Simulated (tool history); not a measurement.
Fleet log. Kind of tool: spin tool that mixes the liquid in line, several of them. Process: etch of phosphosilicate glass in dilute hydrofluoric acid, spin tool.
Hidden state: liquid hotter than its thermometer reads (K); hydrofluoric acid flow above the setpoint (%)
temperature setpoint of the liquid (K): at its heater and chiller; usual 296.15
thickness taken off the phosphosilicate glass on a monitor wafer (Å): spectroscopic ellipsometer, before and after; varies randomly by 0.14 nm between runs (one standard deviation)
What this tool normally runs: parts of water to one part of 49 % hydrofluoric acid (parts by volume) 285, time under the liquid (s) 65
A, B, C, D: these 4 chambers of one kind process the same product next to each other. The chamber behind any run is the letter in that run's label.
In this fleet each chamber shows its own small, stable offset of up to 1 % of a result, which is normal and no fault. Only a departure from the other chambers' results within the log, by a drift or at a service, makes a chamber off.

| run | day | temperature setpoint of the liquid (K) | parts of water to one part of 49 % hydrofluoric acid (parts by volume) | time under the liquid (s) | hours since the thermometer was replaced | hours since the hydrofluoric acid flow meter was replaced | read-back film thickness of the phosphosilicate glass reference wafer, read on the same gauge (nm) | thickness taken off the phosphosilicate glass on a monitor wafer (Å) |
|---|---|---|---|---|---|---|---|---|
| 1A | 0.129 | 296.15 | 285 | 65 | 1833.1 | 17.0 | 40.017 | 214.74 |
| 2C | 0.275 | 296.15 | 285 | 65 | 536.9 | 969.7 | 39.975 | 220.96 |
| 3B | 0.400 | 296.15 | 285 | 65 | 2101.4 | 1421.1 | 40.023 | 219.17 |
| 4D | 0.496 | 296.15 | 285 | 65 | 1298.2 | 496.0 | 39.964 | 220.99 |
| 5A | 0.596 | 296.15 | 285 | 65 | 1844.3 | 28.2 | 39.971 | 219.93 |
| 6D | 0.712 | 296.15 | 285 | 65 | 1303.4 | 501.2 | 39.992 | 222.45 |
| 7C | 0.821 | 296.15 | 285 | 65 | 550.0 | 982.8 | 40.049 | 219.32 |
| 8B | 0.971 | 296.15 | 285 | 65 | 2115.1 | 1434.8 | 39.994 | 218.16 |
| 9B | 1.167 | 296.15 | 285 | 65 | 2119.8 | 1439.5 | 39.987 | 218.11 |
| 10A | 1.283 | 296.15 | 285 | 65 | 1860.8 | 44.7 | 39.964 | 217.72 |
| 11C | 1.438 | 296.15 | 285 | 65 | 564.8 | 997.6 | 39.989 | 221.39 |
| 12D | 1.542 | 293.65 | 285 | 85 | 1323.3 | 521.1 | 39.981 | 262.94 |
| 13D | 1.662 | 293.65 | 285 | 85 | 1326.2 | 524.0 | 39.982 | 264.12 |
| 14B | 1.858 | 293.65 | 285 | 85 | 2136.4 | 1456.1 | 39.989 | 260.43 |
| 15C | 2.058 | 293.65 | 285 | 85 | 579.7 | 1012.5 | 39.986 | 270.36 |
| 16A | 2.250 | 296.15 | 285 | 65 | 1884.0 | 67.9 | 40.012 | 217.26 |
| 17B | 2.379 | 296.15 | 285 | 65 | 2148.9 | 1468.6 | 40.011 | 217.69 |
| 18C | 2.471 | 296.15 | 285 | 65 | 589.6 | 1022.4 | 39.981 | 229.20 |
| 19D | 2.558 | 296.15 | 285 | 65 | 1347.7 | 545.5 | 40.002 | 219.78 |
| 20A | 2.708 | 296.15 | 285 | 65 | 1895.0 | 78.9 | 39.996 | 216.86 |
| 21A | 2.833 | 296.15 | 285 | 65 | 1898.0 | 81.9 | 40.005 | 216.50 |
| 22B | 3.029 | 296.15 | 285 | 65 | 2164.5 | 1484.2 | 40.012 | 219.32 |
|  | 3.067 | chamber C: thermometer replaced |
| 23C | 3.150 | 296.15 | 190 | 50 | 2.0 | 1038.7 | 39.954 | 287.61 |
| 24D | 3.292 | 296.15 | 190 | 50 | 1365.3 | 563.1 | 40.028 | 281.10 |
| 25A | 3.450 | 296.15 | 190 | 50 | 1912.8 | 96.7 | 39.971 | 271.81 |

Which is it: a chamber that has drifted or been left off by a service, a gauge drift common to all chambers, or only each chamber's usual small offset? If a chamber is off, name it and its likeliest cause.

Little by little, chamber C moves away from the other chambers.
What lies behind it: hydrofluoric acid flow above the setpoint (%) = 4.72.

Here are 4 candidates for chamber C's next run, each the usual settings with a change, their results left as question marks. Which one brings its results back in line with what the others give on the usual settings?
Maximum distance from the other chambers' mean on the usual settings for a result to count as in line: thickness taken off the phosphosilicate glass on a monitor wafer (Å) 4.80
| 26C-1 | 3.592 | 296.15 | 310 | 65 |  |  |  | ? |
| 26C-2 | 3.592 | 299.15 | 285 | 65 |  |  |  | ? |
| 26C-3 | 3.592 | 296.15 | 300 | 65 |  |  |  | ? |
| 26C-4 | 3.592 | 297.65 | 285 | 65 |  |  |  | ? |

The mean the other chambers reach with the usual settings: thickness taken off the phosphosilicate glass on a monitor wafer (Å) 218.85
| run | thickness taken off the phosphosilicate glass on a monitor wafer (Å) |
|---|---|
| 26C-1 | 208.02 |
| 26C-2 | 256.58 |
| 26C-3 | 216.86 |
| 26C-4 | 243.79 |
The right change is 26C-3: it brings the chamber back within the allowed miss of the others.
